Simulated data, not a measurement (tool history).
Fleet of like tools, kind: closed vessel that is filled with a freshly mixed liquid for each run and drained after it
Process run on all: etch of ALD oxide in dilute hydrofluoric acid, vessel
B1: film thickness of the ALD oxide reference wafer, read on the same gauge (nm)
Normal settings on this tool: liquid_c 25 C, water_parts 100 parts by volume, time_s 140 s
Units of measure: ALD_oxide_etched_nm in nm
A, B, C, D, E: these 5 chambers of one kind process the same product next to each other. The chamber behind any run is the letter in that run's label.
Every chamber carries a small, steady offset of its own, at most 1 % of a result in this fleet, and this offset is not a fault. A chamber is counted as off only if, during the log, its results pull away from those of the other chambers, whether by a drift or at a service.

{"run": "1C", "day": 0.171, "liquid_c": 25, "water_parts": 100, "time_s": 140, "B1": 90.015, "ALD_oxide_etched_nm": 14.486}
{"run": "2B", "day": 0.292, "liquid_c": 25, "water_parts": 100, "time_s": 140, "B1": 89.981, "ALD_oxide_etched_nm": 14.542}
{"run": "3A", "day": 0.458, "liquid_c": 25, "water_parts": 100, "time_s": 140, "B1": 90.015, "ALD_oxide_etched_nm": 14.203}
{"run": "4E", "day": 0.621, "liquid_c": 25, "water_parts": 100, "time_s": 140, "B1": 90.003, "ALD_oxide_etched_nm": 14.191}
{"run": "5D", "day": 0.812, "liquid_c": 25, "water_parts": 100, "time_s": 140, "B1": 89.994, "ALD_oxide_etched_nm": 14.293}
{"run": "6B", "day": 0.962, "liquid_c": 25, "water_parts": 100, "time_s": 140, "B1": 90.021, "ALD_oxide_etched_nm": 14.281}
{"run": "7A", "day": 1.075, "liquid_c": 25, "water_parts": 100, "time_s": 140, "B1": 90.021, "ALD_oxide_etched_nm": 14.227}
{"run": "8C", "day": 1.204, "liquid_c": 21, "water_parts": 100, "time_s": 175, "B1": 89.985, "ALD_oxide_etched_nm": 15.381}
{"run": "9D", "day": 1.292, "liquid_c": 21, "water_parts": 100, "time_s": 175, "B1": 90.016, "ALD_oxide_etched_nm": 15.137}
{"run": "10E", "day": 1.471, "liquid_c": 21, "water_parts": 100, "time_s": 175, "B1": 89.985, "ALD_oxide_etched_nm": 15.068}
{"run": "11E", "day": 1.562, "liquid_c": 21, "water_parts": 100, "time_s": 175, "B1": 90.017, "ALD_oxide_etched_nm": 15.245}
{"run": "12A", "day": 1.658, "liquid_c": 21, "water_parts": 100, "time_s": 175, "B1": 90.009, "ALD_oxide_etched_nm": 15.364}
{"run": "13D", "day": 1.792, "liquid_c": 25, "water_parts": 100, "time_s": 140, "B1": 89.989, "ALD_oxide_etched_nm": 14.727}
{"run": "14B", "day": 1.879, "liquid_c": 25, "water_parts": 130, "time_s": 175, "B1": 90.016, "ALD_oxide_etched_nm": 13.31}
{"run": "15C", "day": 1.983, "liquid_c": 25, "water_parts": 130, "time_s": 175, "B1": 89.965, "ALD_oxide_etched_nm": 13.524}
{"run": "16E", "day": 2.117, "liquid_c": 25, "water_parts": 130, "time_s": 175, "B1": 89.994, "ALD_oxide_etched_nm": 13.211}
{"run": "17D", "day": 2.208, "liquid_c": 25, "water_parts": 130, "time_s": 175, "B1": 90.043, "ALD_oxide_etched_nm": 13.388}
{"run": "18B", "day": 2.354, "liquid_c": 25, "water_parts": 130, "time_s": 175, "B1": 90.001, "ALD_oxide_etched_nm": 13.273}
{"run": "19A", "day": 2.471, "liquid_c": 28, "water_parts": 80, "time_s": 140, "B1": 89.98, "ALD_oxide_etched_nm": 20.266}
{"run": "20C", "day": 2.633, "liquid_c": 28, "water_parts": 80, "time_s": 140, "B1": 89.997, "ALD_oxide_etched_nm": 20.756}
{"day": 2.679, "done": "chamber B: thermometer replaced"}
{"run": "21C", "day": 2.779, "liquid_c": 28, "water_parts": 80, "time_s": 140, "B1": 90.023, "ALD_oxide_etched_nm": 21.059}
{"run": "22A", "day": 2.95, "liquid_c": 28, "water_parts": 80, "time_s": 140, "B1": 89.998, "ALD_oxide_etched_nm": 20.477}
{"run": "23D", "day": 3.092, "liquid_c": 28, "water_parts": 80, "time_s": 140, "B1": 89.97, "ALD_oxide_etched_nm": 21.353}
{"run": "24B", "day": 3.204, "liquid_c": 25, "water_parts": 100, "time_s": 140, "B1": 89.965, "ALD_oxide_etched_nm": 14.412}
{"run": "25E", "day": 3.317, "liquid_c": 25, "water_parts": 100, "time_s": 140, "B1": 90.024, "ALD_oxide_etched_nm": 14.411}
{"run": "26E", "day": 3.488, "liquid_c": 25, "water_parts": 100, "time_s": 140, "B1": 89.959, "ALD_oxide_etched_nm": 14.05}
{"run": "27A", "day": 3.633, "liquid_c": 25, "water_parts": 100, "time_s": 140, "B1": 90.02, "ALD_oxide_etched_nm": 14.209}
{"run": "28D", "day": 3.838, "liquid_c": 25, "water_parts": 100, "time_s": 140, "B1": 89.979, "ALD_oxide_etched_nm": 14.979}
{"run": "29C", "day": 3.979, "liquid_c": 22, "water_parts": 100, "time_s": 140, "B1": 89.985, "ALD_oxide_etched_nm": 12.671}
{"run": "30B", "day": 4.146, "liquid_c": 22, "water_parts": 100, "time_s": 140, "B1": 90.007, "ALD_oxide_etched_nm": 12.818}
{"run": "31D", "day": 4.292, "liquid_c": 22, "water_parts": 100, "time_s": 140, "B1": 90.056, "ALD_oxide_etched_nm": 13.576}
{"run": "32C", "day": 4.45, "liquid_c": 22, "water_parts": 100, "time_s": 140, "B1": 90.026, "ALD_oxide_etched_nm": 12.909}
{"run": "33B", "day": 4.558, "liquid_c": 22, "water_parts": 100, "time_s": 140, "B1": 89.976, "ALD_oxide_etched_nm": 12.75}
{"run": "34E", "day": 4.658, "liquid_c": 25, "water_parts": 100, "time_s": 140, "B1": 90.001, "ALD_oxide_etched_nm": 14.037}
{"run": "35A", "day": 4.779, "liquid_c": 25, "water_parts": 100, "time_s": 115, "B1": 89.955, "ALD_oxide_etched_nm": 11.815}
{"run": "36B", "day": 4.925, "liquid_c": 25, "water_parts": 100, "time_s": 115, "B1": 90.058, "ALD_oxide_etched_nm": 11.662}

Decide between three cases: one chamber stands off from its peers, the gauge reading all wafers drifts, or nothing is wrong past each chamber's small offset. Where a chamber is off, say which and what most likely put it there.

Chamber D drifts away from the others.
What lies behind it: hydrofluoric acid flow above the setpoint (%) = 6.15.
The log may not separate it from: liquid hotter than its thermometer reads (K).

Below are 4 candidate recipes for chamber D's next run, each the usual settings with a change, their results shown as question marks. Which of them brings D's results back in line with what the other chambers give on the usual settings?
A result is in line if it is within this distance of the other chambers' mean on the usual settings: ALD_oxide_etched_nm 0.44 nm
{"run": "37D-1", "day": 5.071, "liquid_c": 24.5, "water_parts": 100, "time_s": 140, "ALD_oxide_etched_nm": "?"}
{"run": "37D-2", "day": 5.071, "liquid_c": 25.5, "water_parts": 100, "time_s": 140, "ALD_oxide_etched_nm": "?"}
{"run": "37D-3", "day": 5.071, "liquid_c": 25, "water_parts": 100, "time_s": 130, "ALD_oxide_etched_nm": "?"}
{"run": "37D-4", "day": 5.071, "liquid_c": 27, "water_parts": 100, "time_s": 140, "ALD_oxide_etched_nm": "?"}

The other chambers' mean on the usual settings: ALD_oxide_etched_nm 14.293 nm
run=37D-1 ALD_oxide_etched_nm=15.057
run=37D-2 ALD_oxide_etched_nm=15.668
run=37D-3 ALD_oxide_etched_nm=14.26
run=37D-4 ALD_oxide_etched_nm=16.624
With 37D-3, the chamber falls back in line with the rest.
